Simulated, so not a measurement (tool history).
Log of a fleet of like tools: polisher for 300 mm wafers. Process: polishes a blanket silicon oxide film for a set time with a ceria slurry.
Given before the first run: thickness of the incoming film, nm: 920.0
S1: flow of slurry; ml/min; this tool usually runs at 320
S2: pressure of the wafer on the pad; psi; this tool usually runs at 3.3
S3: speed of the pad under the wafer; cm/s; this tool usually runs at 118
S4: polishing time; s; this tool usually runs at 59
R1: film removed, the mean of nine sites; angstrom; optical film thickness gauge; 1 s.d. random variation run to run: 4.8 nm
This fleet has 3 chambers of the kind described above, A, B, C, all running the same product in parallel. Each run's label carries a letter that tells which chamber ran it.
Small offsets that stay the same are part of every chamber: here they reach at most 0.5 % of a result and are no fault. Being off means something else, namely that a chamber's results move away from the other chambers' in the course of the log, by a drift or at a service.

run 1A hour=6 | S1=320 S2=3.3 S3=118 S4=59 | R1=3531.8
-- hour=10.3 chamber C: worn pad replaced by a new one
run 2B hour=13.5 | S1=320 S2=3.3 S3=118 S4=59 | R1=3582.5
run 3C hour=17.8 | S1=320 S2=3.3 S3=118 S4=59 | R1=3488.4
run 4B hour=22.5 | S1=320 S2=3.3 S3=118 S4=59 | R1=3577.3
run 5A hour=30.2 | S1=320 S2=3.3 S3=118 S4=59 | R1=3530.1
run 6C hour=35.8 | S1=320 S2=3.3 S3=118 S4=59 | R1=3567.2
run 7A hour=41.1 | S1=320 S2=3.3 S3=118 S4=59 | R1=3592.7
run 8B hour=46.8 | S1=320 S2=3.3 S3=118 S4=59 | R1=3591.4
run 9C hour=51.7 | S1=320 S2=3.3 S3=118 S4=59 | R1=3593.8
run 10C hour=59.3 | S1=320 S2=3.3 S3=118 S4=59 | R1=3580.9
run 11B hour=63.2 | S1=320 S2=3.3 S3=118 S4=59 | R1=3453.1
run 12A hour=68.2 | S1=320 S2=3.3 S3=134 S4=67 | R1=4375.2
-- hour=72.3 chamber B: worn pad replaced by a new one
run 13A hour=73 | S1=320 S2=3.3 S3=134 S4=67 | R1=4422.1
run 14B hour=79.6 | S1=320 S2=3.3 S3=134 S4=67 | R1=4678.5
-- hour=82 chamber C: worn pad replaced by a new one
run 15C hour=85 | S1=320 S2=3.3 S3=118 S4=59 | R1=3526.5
run 16A hour=92.7 | S1=425 S2=3.3 S3=96 S4=59 | R1=2859.2
run 17C hour=100.5 | S1=425 S2=3.3 S3=96 S4=59 | R1=2915
run 18B hour=107.3 | S1=425 S2=3.3 S3=96 S4=59 | R1=2977.8
run 19B hour=110.8 | S1=320 S2=3.3 S3=118 S4=59 | R1=3552.7
run 20A hour=116.2 | S1=320 S2=3.3 S3=118 S4=77 | R1=4518.6
run 21C hour=122.5 | S1=320 S2=3.3 S3=118 S4=77 | R1=4777.3
run 22C hour=130 | S1=320 S2=3.3 S3=118 S4=77 | R1=4610.1
run 23B hour=136.5 | S1=320 S2=3.3 S3=118 S4=71 | R1=4235.4
run 24A hour=143.8 | S1=320 S2=3.3 S3=118 S4=71 | R1=4024.7
run 25A hour=151.2 | S1=320 S2=3.3 S3=118 S4=71 | R1=4034
-- hour=155.1 chamber C: worn pad replaced by a new one
run 26C hour=157 | S1=320 S2=3.7 S3=118 S4=59 | R1=3902
run 27B hour=161.2 | S1=320 S2=3.7 S3=118 S4=59 | R1=4004.2
run 28B hour=167.6 | S1=320 S2=3.7 S3=118 S4=59 | R1=4017.8
run 29C hour=173.4 | S1=320 S2=3.3 S3=118 S4=59 | R1=3569.2
run 30A hour=179.3 | S1=320 S2=4.1 S3=118 S4=59 | R1=4179.3
run 31A hour=185.5 | S1=320 S2=4.1 S3=118 S4=59 | R1=4113.7
run 32C hour=193.2 | S1=320 S2=4.1 S3=118 S4=59 | R1=4364
run 33B hour=196.9 | S1=320 S2=3.3 S3=118 S4=59 | R1=3662.1
run 34C hour=201.2 | S1=320 S2=3.3 S3=118 S4=59 | R1=3551.7
-- hour=204.9 chamber B: worn pad replaced by a new one
run 35B hour=206.9 | S1=320 S2=3.9 S3=118 S4=59 | R1=4195.5
run 36A hour=214.5 | S1=320 S2=3.9 S3=118 S4=59 | R1=3852.6
run 37C hour=221.5 | S1=320 S2=3.9 S3=118 S4=59 | R1=4189
run 38A hour=226.9 | S1=320 S2=3.3 S3=118 S4=59 | R1=3216.3
run 39B hour=232.8 | S1=320 S2=3.3 S3=118 S4=59 | R1=3610.1
run 40B hour=237.5 | S1=320 S2=3.3 S3=118 S4=59 | R1=3537.1

Decide between three cases: one chamber stands off from its peers, the gauge reading all wafers drifts, or nothing is wrong past each chamber's small offset. Where a chamber is off, say which and what most likely put it there.

Chamber A drifts away from the others.
Cause: removal rate lost through wear of the pad, % = 8.22.
With only this log, it may be confused with: head's pressure below its setpoint, %.

Which of the 4 candidates below, each the usual settings with something changed and its results left as question marks, puts chamber A back in line with what the other chambers give on the usual settings?
In line here means within this much of the mean the other chambers give on the usual settings: R1 170 angstrom
run 41A-1 hour=243.2 | S1=320 S2=3.4 S3=122 S4=61 | R1=?
run 41A-2 hour=243.2 | S1=325 S2=3.6 S3=118 S4=64 | R1=?
run 41A-3 hour=243.2 | S1=320 S2=3.1 S3=118 S4=56 | R1=?
run 41A-4 hour=243.2 | S1=320 S2=3.3 S3=100 S4=59 | R1=?

On the usual settings, the other chambers give on average: R1 3543.5 angstrom
run=41A-1 R1=3544.4
run=41A-2 R1=3813.9
run=41A-3 R1=2865.5
run=41A-4 R1=2717.9
41A-1 is the one that brings the chamber's results back in line with the other chambers.
